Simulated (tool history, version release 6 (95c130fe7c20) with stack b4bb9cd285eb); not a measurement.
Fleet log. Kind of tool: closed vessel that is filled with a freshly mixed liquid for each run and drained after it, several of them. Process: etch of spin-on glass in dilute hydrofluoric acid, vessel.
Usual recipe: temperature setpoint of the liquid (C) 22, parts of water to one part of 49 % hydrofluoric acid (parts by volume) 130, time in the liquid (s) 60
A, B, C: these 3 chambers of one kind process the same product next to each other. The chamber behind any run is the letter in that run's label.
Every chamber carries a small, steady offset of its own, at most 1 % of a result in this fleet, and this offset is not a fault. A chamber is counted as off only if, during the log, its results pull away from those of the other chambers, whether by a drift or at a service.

run	hour	temperature setpoint of the liquid (C)	parts of water to one part of 49 % hydrofluoric acid (parts by volume)	time in the liquid (s)	hours since the thermometer was replaced	hours since the hydrofluoric acid flow meter was replaced	read-back film thickness of the spin-on glass reference wafer, read on the same gauge (nm)	thickness taken off the spin-on glass on a monitor wafer (nm)
1C	10.4	22	130	60	1167.5	826.8	149.98	11.194
2B	18.9	22	130	60	1135.7	814.3	149.99	11.397
3A	26	22	130	60	638.1	1932.2	150.03	11.303
# hour 28.2: chamber C: thermometer replaced
4B	38.5	22	130	60	1155.3	833.9	150.01	11.183
5A	48.3	22	130	60	660.4	1954.5	150.05	11.149
6C	62.5	25.5	130	90	34.4	878.9	149.97	19.184
7C	78.1	25.5	130	90	50	894.5	149.99	19.188
8A	89.3	25.5	130	90	701.4	1995.5	150.03	19.435
# hour 98.7: chamber A: thermometer replaced
9B	102.3	22	130	60	1219.1	897.7	150	11.051
10C	117.3	22	130	60	89.2	933.7	149.99	11.017
11B	126.2	22	130	60	1243	921.6	150.04	11.09
12A	133.3	22	130	60	34.6	2039.5	149.96	11.25
13A	142.8	22	130	60	44.1	2049	150.01	11.219
14C	150.6	22	130	60	122.5	967	150.02	11.198
15B	159.3	22	130	60	1276.1	954.7	149.96	11.248
16B	168.6	22	130	60	1285.4	964	149.97	11.292
17C	179.5	22	130	60	151.4	995.9	150	11.136
18A	194.5	22	130	60	95.8	2100.7	150.01	11.217
19B	203.1	22	100	60	1319.9	998.5	150.01	15.107
20C	213.4	22	100	60	185.3	1029.8	149.98	14.975
21A	228.9	22	100	60	130.2	2135.1	149.99	15.024

Predict what each chamber gives when all 3 of them run the settings below next.
22A	240.1	18	130	60				?
22B	240.1	18	130	60				?
22C	240.1	18	130	60				?

run	thickness taken off the spin-on glass on a monitor wafer (nm)
22A	9.5388
22B	9.3529
22C	9.4625
